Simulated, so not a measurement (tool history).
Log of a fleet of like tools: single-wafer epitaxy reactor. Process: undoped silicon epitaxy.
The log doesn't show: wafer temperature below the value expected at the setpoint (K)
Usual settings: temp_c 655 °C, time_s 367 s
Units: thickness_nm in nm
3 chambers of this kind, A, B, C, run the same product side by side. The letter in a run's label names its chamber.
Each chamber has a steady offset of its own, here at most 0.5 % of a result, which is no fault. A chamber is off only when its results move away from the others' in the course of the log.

| run | hour | temp_c | time_s | hours since the last pyrometer calibration | read-back reference wafer on the same gauge, thickness_nm | thickness_nm |
|---|---|---|---|---|---|---|
| 1C | 2.2 | 655 | 367 | 463.0 | 73.534 | 68.523 |
| 2B | 6.3 | 655 | 367 | 2836.2 | 73.448 | 69.263 |
| 3A | 10.5 | 655 | 367 | 1733.8 | 73.441 | 69.176 |
| 4A | 12.9 | 655 | 367 | 1736.2 | 73.392 | 68.491 |
| 5B | 15.7 | 655 | 367 | 2845.6 | 73.402 | 69.668 |
| 6C | 18.1 | 655 | 367 | 478.9 | 73.413 | 68.970 |
|  | 19.9 | chamber B: pyrometer calibrated |
| 7A | 20.6 | 655 | 367 | 1743.9 | 73.409 | 68.720 |
| 8B | 25.3 | 655 | 367 | 5.4 | 73.323 | 69.009 |
| 9C | 27.5 | 655 | 367 | 488.3 | 73.364 | 67.949 |
| 10B | 30.6 | 655 | 367 | 10.7 | 73.538 | 69.604 |
| 11A | 34.2 | 669 | 367 | 1757.5 | 73.325 | 92.396 |
| 12C | 39.0 | 669 | 367 | 499.8 | 73.403 | 93.059 |
| 13B | 42.9 | 669 | 367 | 23.0 | 73.474 | 92.486 |
| 14C | 47.0 | 655 | 367 | 507.8 | 73.474 | 67.936 |
| 15A | 50.5 | 655 | 367 | 1773.8 | 73.407 | 68.215 |
| 16A | 54.2 | 655 | 367 | 1777.5 | 73.357 | 68.534 |
| 17C | 58.6 | 655 | 367 | 519.4 | 73.411 | 68.124 |
| 18B | 61.7 | 655 | 367 | 41.8 | 73.396 | 69.039 |
| 19B | 66.1 | 646 | 367 | 46.2 | 73.378 | 56.618 |
| 20A | 68.4 | 646 | 367 | 1791.7 | 73.463 | 56.764 |
| 21C | 73.2 | 646 | 367 | 534.0 | 73.409 | 54.556 |
| 22C | 78.0 | 655 | 367 | 538.8 | 73.446 | 66.563 |
| 23A | 82.4 | 655 | 367 | 1805.7 | 73.384 | 68.694 |
| 24B | 85.1 | 655 | 367 | 65.2 | 73.347 | 68.873 |
| 25C | 88.8 | 655 | 367 | 549.6 | 73.406 | 66.412 |
| 26B | 93.4 | 655 | 367 | 73.5 | 73.342 | 69.360 |
| 27A | 97.4 | 655 | 367 | 1820.7 | 73.400 | 68.941 |
| 28B | 101.1 | 655 | 367 | 81.2 | 73.470 | 69.377 |
| 29A | 103.6 | 655 | 367 | 1826.9 | 73.377 | 69.428 |

What goes on in this fleet: one chamber off, a drifting gauge, or nothing beyond the chambers' own small offsets? Name the chamber and the cause, if any.

Chamber C drifts away from the others.
Cause: wafer temperature below the value expected at the setpoint (K) = 1.61.

Here are 4 candidates for chamber C's next run, each the usual settings with a change, their results left as question marks. Which one brings its results back in line with what the others give on the usual settings?
In line means no further than this from the other chambers' mean on the usual settings: thickness_nm 1.400 nm
| 30C-1 | 107.1 | 655 | 352 |  |  | ? |
| 30C-2 | 107.1 | 651 | 367 |  |  | ? |
| 30C-3 | 107.1 | 655 | 399 |  |  | ? |
| 30C-4 | 107.1 | 656 | 371 |  |  | ? |

The other chambers' mean on the usual settings: thickness_nm 68.868 nm
| run | thickness_nm |
|---|---|
| 30C-1 | 63.358 |
| 30C-2 | 60.512 |
| 30C-3 | 71.818 |
| 30C-4 | 68.250 |
30C-4 brings the chamber back in line.
